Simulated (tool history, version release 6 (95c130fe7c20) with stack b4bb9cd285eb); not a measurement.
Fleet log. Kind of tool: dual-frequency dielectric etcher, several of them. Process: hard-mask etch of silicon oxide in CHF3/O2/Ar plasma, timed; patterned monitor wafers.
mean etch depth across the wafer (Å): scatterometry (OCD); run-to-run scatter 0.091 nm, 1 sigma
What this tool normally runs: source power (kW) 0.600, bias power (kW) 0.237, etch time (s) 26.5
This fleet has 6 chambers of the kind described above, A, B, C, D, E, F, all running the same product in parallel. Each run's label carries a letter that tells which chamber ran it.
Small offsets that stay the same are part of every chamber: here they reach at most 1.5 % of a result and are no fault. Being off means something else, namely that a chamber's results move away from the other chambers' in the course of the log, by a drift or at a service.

run	hour	source power (kW)	bias power (kW)	etch time (s)	hours since the last wet clean	hours since the last source power generator calibration	hours since the last bias power generator calibration	read-back reference wafer on the same gauge, depth_nm	mean etch depth across the wafer (Å)
1C	2.8	0.600	0.237	26.5	165.0	1852.9	5035.6	53.688	580.01
2A	8.1	0.600	0.237	26.5	32.2	1272.6	2538.5	53.719	575.08
3E	11.8	0.600	0.237	26.5	293.0	1519.6	775.1	53.641	579.76
# hour 15.5: chamber D: source power generator calibrated
4B	16.6	0.600	0.237	26.5	95.9	1381.9	1132.4	53.656	578.57
5F	19.6	0.600	0.287	21.5	199.4	1152.4	2828.4	53.670	506.62
6D	24.7	0.600	0.287	21.5	68.5	9.3	1771.7	53.658	500.18
7A	29.2	0.600	0.287	21.5	53.3	1293.7	2559.6	53.646	497.69
8D	33.6	0.600	0.287	21.5	77.4	18.2	1780.6	53.632	500.49
9E	38.2	0.600	0.287	21.5	319.4	1546.0	801.5	53.613	502.88
10B	42.5	0.600	0.287	21.5	121.8	1407.8	1158.3	53.619	502.19
11C	46.1	0.600	0.237	26.5	208.3	1896.2	5078.9	53.615	579.38
12F	51.3	0.600	0.237	26.5	231.1	1184.1	2860.1	53.592	581.72
13A	54.2	0.600	0.237	26.5	78.3	1318.7	2584.6	53.602	572.51
14E	58.7	0.600	0.237	26.5	339.9	1566.5	822.0	53.581	576.57
15C	62.6	0.600	0.237	26.5	224.8	1912.7	5095.4	53.586	579.43
16D	67.0	0.600	0.237	26.5	110.8	51.6	1814.0	53.564	574.35
17F	69.9	0.600	0.237	26.5	249.7	1202.7	2878.7	53.545	581.60
18B	74.9	0.600	0.237	26.5	154.2	1440.2	1190.7	53.538	577.95
19F	77.7	0.600	0.237	26.5	257.5	1210.5	2886.5	53.554	580.15
20B	82.2	0.600	0.237	26.5	161.5	1447.5	1198.0	53.531	577.08
21C	85.0	0.600	0.237	26.5	247.2	1935.1	5117.8	53.534	578.05
22E	88.5	0.600	0.237	26.5	369.7	1596.3	851.8	53.539	577.89
23A	91.8	0.600	0.237	26.5	115.9	1356.3	2622.2	53.508	572.67
24D	94.7	0.600	0.237	26.5	138.5	79.3	1841.7	53.524	574.29
25A	98.8	0.600	0.237	26.5	122.9	1363.3	2629.2	53.499	572.20
26F	104.0	0.600	0.294	26.5	283.8	1236.8	2912.8	53.505	627.53
27E	107.9	0.600	0.294	26.5	389.1	1615.7	871.2	53.479	622.38
28C	112.6	0.600	0.294	26.5	274.8	1962.7	5145.4	53.483	625.43
29D	118.2	0.600	0.294	26.5	162.0	102.8	1865.2	53.448	619.20
30B	121.5	0.600	0.294	26.5	200.8	1486.8	1237.3	53.445	622.50
31B	125.4	0.600	0.294	26.5	204.7	1490.7	1241.2	53.453	621.89
32F	129.3	0.600	0.258	30.0	309.1	1262.1	2938.1	53.465	676.90
33A	132.2	0.600	0.258	30.0	156.3	1396.7	2662.6	53.440	666.86
34E	137.6	0.600	0.258	30.0	418.8	1645.4	900.9	53.424	668.46
35C	141.6	0.600	0.258	30.0	303.8	1991.7	5174.4	53.445	675.29
36D	144.6	0.600	0.258	30.0	188.4	129.2	1891.6	53.413	668.06
37D	148.0	0.600	0.258	30.0	191.8	132.6	1895.0	53.422	668.52
38C	153.1	0.600	0.237	26.5	315.3	2003.2	5185.9	53.388	578.43
39E	158.5	0.600	0.237	26.5	439.7	1666.3	921.8	53.371	575.55
40A	161.0	0.540	0.218	26.5	185.1	1425.5	2691.4	53.390	531.88
41F	164.6	0.540	0.218	26.5	344.4	1297.4	2973.4	53.375	541.32
42B	169.6	0.540	0.218	26.5	248.9	1534.9	1285.4	53.365	536.66
43D	172.3	0.540	0.218	26.5	216.1	156.9	1919.3	53.360	533.52

Is one chamber out of step, is the gauge drifting, or do the chambers differ by no more than their own small offsets? For an off chamber, give its letter and the likeliest cause.

Every chamber seems to shift together because the gauge that measures them all drifts; the chambers themselves are fine.
What lies behind it: gauge reads low (%) = 0.644.
